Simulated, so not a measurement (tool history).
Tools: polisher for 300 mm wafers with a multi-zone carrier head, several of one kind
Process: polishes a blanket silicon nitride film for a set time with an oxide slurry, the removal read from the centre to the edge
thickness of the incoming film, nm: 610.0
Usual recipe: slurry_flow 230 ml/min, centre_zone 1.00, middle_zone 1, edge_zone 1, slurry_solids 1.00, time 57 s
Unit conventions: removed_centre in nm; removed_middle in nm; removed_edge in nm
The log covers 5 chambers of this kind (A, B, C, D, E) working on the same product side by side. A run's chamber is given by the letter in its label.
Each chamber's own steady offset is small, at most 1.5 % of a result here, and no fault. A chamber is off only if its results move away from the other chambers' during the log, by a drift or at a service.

run   hour  slurry_flow  centre_zone  middle_zone  edge_zone  slurry_solids  time  wafers polished on this pad  hours since the slurry nozzle was cleaned  hours since the centre zone pressure was calibrated  hours since the edge zone pressure was calibrated  removed_centre  removed_middle  removed_edge
 1C    4.0          230         1.00            1          1           1.00    57                          124                                      195.8                                                486.0                                              377.2          41.148          40.229        41.178
 2D    8.4          230         1.00            1          1           1.00    57                          863                                      103.9                                                193.3                                              510.2          40.045          40.177        39.568
 3A   13.2          230         1.00            1          1           1.00    57                          614                                      161.4                                                336.5                                              541.8          40.437          40.707        40.714
 4E   17.0          230         1.00            1          1           1.00    57                          331                                      195.3                                                512.4                                              275.3          41.078          40.457        40.511
 5B   23.5          230         1.00            1          1           1.00    57                          408                                      310.1                                                507.1                                              349.7          41.452          40.549        41.140
 6D   30.2          230         1.00            1          1           1.00    57                         1029                                      125.7                                                215.1                                              532.0          39.967          40.608        39.610
      30.5  -- chamber C: centre zone pressure recalibrated
 7B   36.5          230         1.00            1          1           1.00    57                          507                                      323.1                                                520.1                                              362.7          39.619          40.378        41.150
      37.2  -- chamber A: worn pad replaced by a new one
 8E   43.5          230         1.00            1          1           1.00    57                          533                                      221.8                                                538.9                                              301.8          40.360          40.195        41.198
      45.2  -- chamber D: worn pad replaced by a new one
 9C   49.2          230         1.00            1          1           1.00    57                          469                                      241.0                                                 18.8                                              422.4          41.386          40.905        41.651
10A   55.6          230         1.00            1          1           1.00    57                          140                                      203.8                                                378.9                                              584.2          40.522          40.487        40.050
11D   59.0          230         1.00            1          1           1.00    57                          105                                      154.5                                                243.9                                              560.8          40.709          40.290        40.250
12E   63.2          230         1.00            1          1           1.00    57                          684                                      241.5                                                558.6                                              321.5          40.695          41.055        41.114
13C   66.6          230         1.00            1          1           1.00    57                          602                                      258.4                                                 36.2                                              439.8          41.429          40.737        41.589
14A   70.7          230         1.00            1          1           1.00    57                          256                                      218.9                                                394.0                                              599.3          40.939          40.910        39.952
15B   76.6          230         1.00            1          1           1.00    57                          813                                      363.2                                                560.2                                              402.8          40.617          40.434        40.688
16C   82.9          230         1.00            1          1           1.00    57                          726                                      274.7                                                 52.5                                              456.1          41.293          40.641        39.581
17A   86.4          230         1.00            1          1           1.00    57                          375                                      234.6                                                409.7                                              615.0          40.591          40.639        41.642
      86.9  -- chamber E: worn pad replaced by a new one
18B   93.0          230         1.00            1          1           1.00    57                          938                                      379.6                                                576.6                                              419.2          40.617          40.381        40.079
19E   98.7          230         1.00            1          1           1.00    57                           90                                      277.0                                                594.1                                              357.0          40.450          40.122        40.436
     101.4  -- chamber B: slurry nozzle cleaned
20D  102.9          230         1.00            1          1           1.20    57                          441                                      198.4                                                287.8                                              604.7          44.221          44.025        43.187
21D  107.2          230         1.00            1          1           1.20    57                          473                                      202.7                                                292.1                                              609.0          43.194          43.455        43.335
22C  111.2          230         1.00            1          1           1.20    57                          942                                      303.0                                                 80.8                                              484.4          44.393          43.879        43.399
23E  114.6          230         1.00            1          1           1.20    57                          211                                      292.9                                                610.0                                              372.9          43.637          43.845        44.585
     118.2  -- chamber B: worn pad replaced by a new one
     119.9  -- chamber D: edge zone pressure recalibrated
24A  120.9          230         1.00            1          1           1.20    57                          639                                      269.1                                                444.2                                              649.5          45.011          44.417        44.428
25B  124.7          230         1.00            1          1           1.00    57                           50                                       23.3                                                608.3                                              450.9          40.233          40.212        41.261
26B  128.5          230         1.00            1          1           1.00    57                           79                                       27.1                                                612.1                                              454.7          40.444          40.602        41.969
27E  133.3          230         1.00            1          1           0.80    57                          354                                      311.6                                                628.7                                              391.6          35.402          36.578        36.399
28D  136.4          230         1.00            1          1           0.80    57                          696                                      231.9                                                321.3                                               16.5          36.042          36.268        35.577
29A  140.5          230         1.00            1          1           0.80    57                          789                                      288.7                                                463.8                                              669.1          35.997          36.279        35.577
30C  146.1          230         1.00            1          1           0.80    57                         1209                                      337.9                                                115.7                                              519.3          36.756          36.048        36.690
     148.6  -- chamber A: worn pad replaced by a new one
31D  149.7          230         1.00            1          1           0.80    57                          798                                      245.2                                                334.6                                               29.8          36.012          36.079        35.886
32C  156.1          230         1.00            1          1           1.00    57                         1285                                      347.9                                                125.7                                              529.3          40.662          40.760        39.959
     157.2  -- chamber C: worn pad replaced by a new one
33B  160.4          230         1.00            1          1           1.00    57                          322                                       59.0                                                644.0                                              486.6          40.400          40.399        40.869
34A  164.3          230         1.00            1          1           1.00    57                          120                                      312.5                                                487.6                                              692.9          40.394          40.801        40.694
35E  170.1          230         1.05            1          1           1.00    57                          635                                      348.4                                                665.5                                              428.4          43.386          40.488        40.147
36D  173.7          230         1.05            1          1           1.00    57                          981                                      269.2                                                358.6                                               53.8          42.809          40.143        40.411
     177.3  -- chamber E: worn pad replaced by a new one
37C  180.0          230         1.05            1          1           1.00    57                          174                                      371.8                                                149.6                                              553.2          43.067          40.803        40.562
38B  185.6          230         1.05            1          1           1.00    57                          515                                       84.2                                                669.2                                              511.8          42.478          40.341        40.544
39E  189.9          230         1.05            1          1           1.00    57                           96                                      368.2                                                685.3                                              448.2          42.791          40.045        41.003
40A  195.6          230         1.00            1          1           1.15    70                          359                                      343.8                                                518.9                                              724.2          52.738          53.159        53.793
41E  201.4          230         1.00            1          1           1.15    70                          184                                      379.7                                                696.8                                              459.7          52.333          52.161        52.817

The same settings go to every chamber for the next run, one line per chamber below. Forecast the results for each:
42A  206.4          185         1.00            1          1           1.00    57                                                                                                                                                                                               ?               ?             ?
42B  206.4          185         1.00            1          1           1.00    57                                                                                                                                                                                               ?               ?             ?
42C  206.4          185         1.00            1          1           1.00    57                                                                                                                                                                                               ?               ?             ?
42D  206.4          185         1.00            1          1           1.00    57                                                                                                                                                                                               ?               ?             ?
42E  206.4          185         1.00            1          1           1.00    57                                                                                                                                                                                               ?               ?             ?

run  removed_centre  removed_middle  removed_edge
42A          39.696          39.180        40.077
42B          38.765          39.099        40.644
42C          38.976          39.496        39.527
42D          39.636          39.040        38.279
42E          39.087          38.886        39.598
